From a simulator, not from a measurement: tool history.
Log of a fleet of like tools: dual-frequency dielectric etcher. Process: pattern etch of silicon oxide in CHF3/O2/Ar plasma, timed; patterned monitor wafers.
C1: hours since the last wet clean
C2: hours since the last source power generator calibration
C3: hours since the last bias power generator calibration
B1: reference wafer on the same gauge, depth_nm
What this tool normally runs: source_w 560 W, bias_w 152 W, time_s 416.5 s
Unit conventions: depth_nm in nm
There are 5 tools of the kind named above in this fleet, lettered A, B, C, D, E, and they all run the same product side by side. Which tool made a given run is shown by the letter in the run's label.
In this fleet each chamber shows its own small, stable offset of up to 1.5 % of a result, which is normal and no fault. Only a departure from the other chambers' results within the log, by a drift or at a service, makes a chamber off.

Run 1B, day 0.3: usual settings; C1 451; C2 145.6; C3 4221.5; B1 720.29. Result: depth_nm 756.58 nm.
Run 2E, day 0.592: usual settings; C1 197.1; C2 436; C3 1705.8; B1 719.73. Result: depth_nm 753.83 nm.
Run 3C, day 0.9: usual settings; C1 367.2; C2 2247.2; C3 2275.9; B1 720.22. Result: depth_nm 759.23 nm.
Run 4D, day 1.171: usual settings; C1 65.3; C2 2077.1; C3 617.5; B1 720.29. Result: depth_nm 763.56 nm.
Run 5A, day 1.542: usual settings; C1 192.7; C2 275.7; C3 1179.5; B1 720.36. Result: depth_nm 768.3 nm.
Run 6E, day 1.85: usual settings but source_w 630 W, bias_w 170 W; C1 227.3; C2 466.2; C3 1736; B1 720.28. Result: depth_nm 820.63 nm.
Run 7B, day 2.138: usual settings but source_w 630 W, bias_w 170 W; C1 495.1; C2 189.7; C3 4265.6; B1 720.09. Result: depth_nm 822.22 nm.
Run 8D, day 2.475: usual settings but source_w 630 W, bias_w 170 W; C1 96.6; C2 2108.4; C3 648.8; B1 720.05. Result: depth_nm 831.65 nm.
Run 9A, day 2.825: usual settings but source_w 630 W, bias_w 170 W; C1 223.5; C2 306.5; C3 1210.3; B1 720.19. Result: depth_nm 834.64 nm.
Run 10C, day 3.188: usual settings but source_w 630 W, bias_w 170 W; C1 422.1; C2 2302.1; C3 2330.8; B1 720.04. Result: depth_nm 820.9 nm.
Run 11B, day 3.408: usual settings; C1 525.6; C2 220.2; C3 4296.1; B1 720.13. Result: depth_nm 752.02 nm.
At day 3.717: chamber B: wet clean of the chamber.
Run 12E, day 3.738: usual settings; C1 272.6; C2 511.5; C3 1781.3; B1 719.84. Result: depth_nm 753.2 nm.
Run 13D, day 3.975: usual settings; C1 132.6; C2 2144.4; C3 684.8; B1 720.08. Result: depth_nm 764.19 nm.
At day 4.138: chamber C: wet clean of the chamber.
Run 14C, day 4.25: usual settings; C1 2.8; C2 2327.6; C3 2356.3; B1 720.06. Result: depth_nm 756.02 nm.
Run 15A, day 4.5: usual settings but bias_w 117 W; C1 263.7; C2 346.7; C3 1250.5; B1 719.77. Result: depth_nm 703.86 nm.
Run 16C, day 4.675: usual settings but bias_w 117 W; C1 13; C2 2337.8; C3 2366.5; B1 720.14. Result: depth_nm 698.42 nm.
Run 17D, day 4.892: usual settings but bias_w 117 W; C1 154.6; C2 2166.4; C3 706.8; B1 719.7. Result: depth_nm 704.47 nm.
Run 18B, day 5.217: usual settings but bias_w 117 W; C1 36; C2 263.6; C3 4339.5; B1 719.58. Result: depth_nm 711.59 nm.
Run 19A, day 5.517: usual settings but bias_w 117 W; C1 288.1; C2 371.1; C3 1274.9; B1 719.35. Result: depth_nm 706.75 nm.
Run 20E, day 5.704: usual settings; C1 319.8; C2 558.7; C3 1828.5; B1 719.99. Result: depth_nm 758.29 nm.
Run 21D, day 5.904: usual settings; C1 178.9; C2 2190.7; C3 731.1; B1 720. Result: depth_nm 764.38 nm.
Run 22A, day 6.088: usual settings but time_s 341.5 s; C1 301.8; C2 384.8; C3 1288.6; B1 719.9. Result: depth_nm 631.6 nm.
Run 23E, day 6.342: usual settings but time_s 341.5 s; C1 335.1; C2 574; C3 1843.8; B1 719.86. Result: depth_nm 618.61 nm.
At day 6.408: chamber B: bias power generator calibrated.
Run 24B, day 6.671: usual settings but time_s 341.5 s; C1 70.9; C2 298.5; C3 6.3; B1 719.93. Result: depth_nm 636.57 nm.
Run 25C, day 7.025: usual settings but time_s 341.5 s; C1 69.4; C2 2394.2; C3 2422.9; B1 719.94. Result: depth_nm 623.22 nm.
Run 26D, day 7.212: usual settings but time_s 341.5 s; C1 210.3; C2 2222.1; C3 762.5; B1 719.88. Result: depth_nm 626.88 nm.
Run 27B, day 7.408: usual settings; C1 88.6; C2 316.2; C3 24; B1 720.09. Result: depth_nm 777.46 nm.
Run 28C, day 7.733: usual settings; C1 86.4; C2 2411.2; C3 2439.9; B1 720.23. Result: depth_nm 758.1 nm.
Run 29A, day 7.921: usual settings; C1 345.8; C2 428.8; C3 1332.6; B1 720.39. Result: depth_nm 769.15 nm.
Run 30E, day 8.088: usual settings; C1 377; C2 615.9; C3 1885.7; B1 719.71. Result: depth_nm 755.48 nm.
Run 31D, day 8.371: usual settings; C1 238.1; C2 2249.9; C3 790.3; B1 719.8. Result: depth_nm 764.63 nm.
Run 32A, day 8.662: usual settings; C1 363.6; C2 446.6; C3 1350.4; B1 720.19. Result: depth_nm 768.24 nm.
Run 33B, day 8.992: usual settings but bias_w 117 W; C1 126.6; C2 354.2; C3 62; B1 720.25. Result: depth_nm 714.38 nm.

All chambers now run identical settings, listed one chamber a line with results as question marks. What results will each chamber show?
Run 34A, day 9.258: usual settings. Result: depth_nm ?.
Run 34B, day 9.258: usual settings. Result: depth_nm ?.
Run 34C, day 9.258: usual settings. Result: depth_nm ?.
Run 34D, day 9.258: usual settings. Result: depth_nm ?.
Run 34E, day 9.258: usual settings. Result: depth_nm ?.

run  depth_nm
34A    766.64
34B    774.26
34C    761.37
34D    762.86
34E    756.54

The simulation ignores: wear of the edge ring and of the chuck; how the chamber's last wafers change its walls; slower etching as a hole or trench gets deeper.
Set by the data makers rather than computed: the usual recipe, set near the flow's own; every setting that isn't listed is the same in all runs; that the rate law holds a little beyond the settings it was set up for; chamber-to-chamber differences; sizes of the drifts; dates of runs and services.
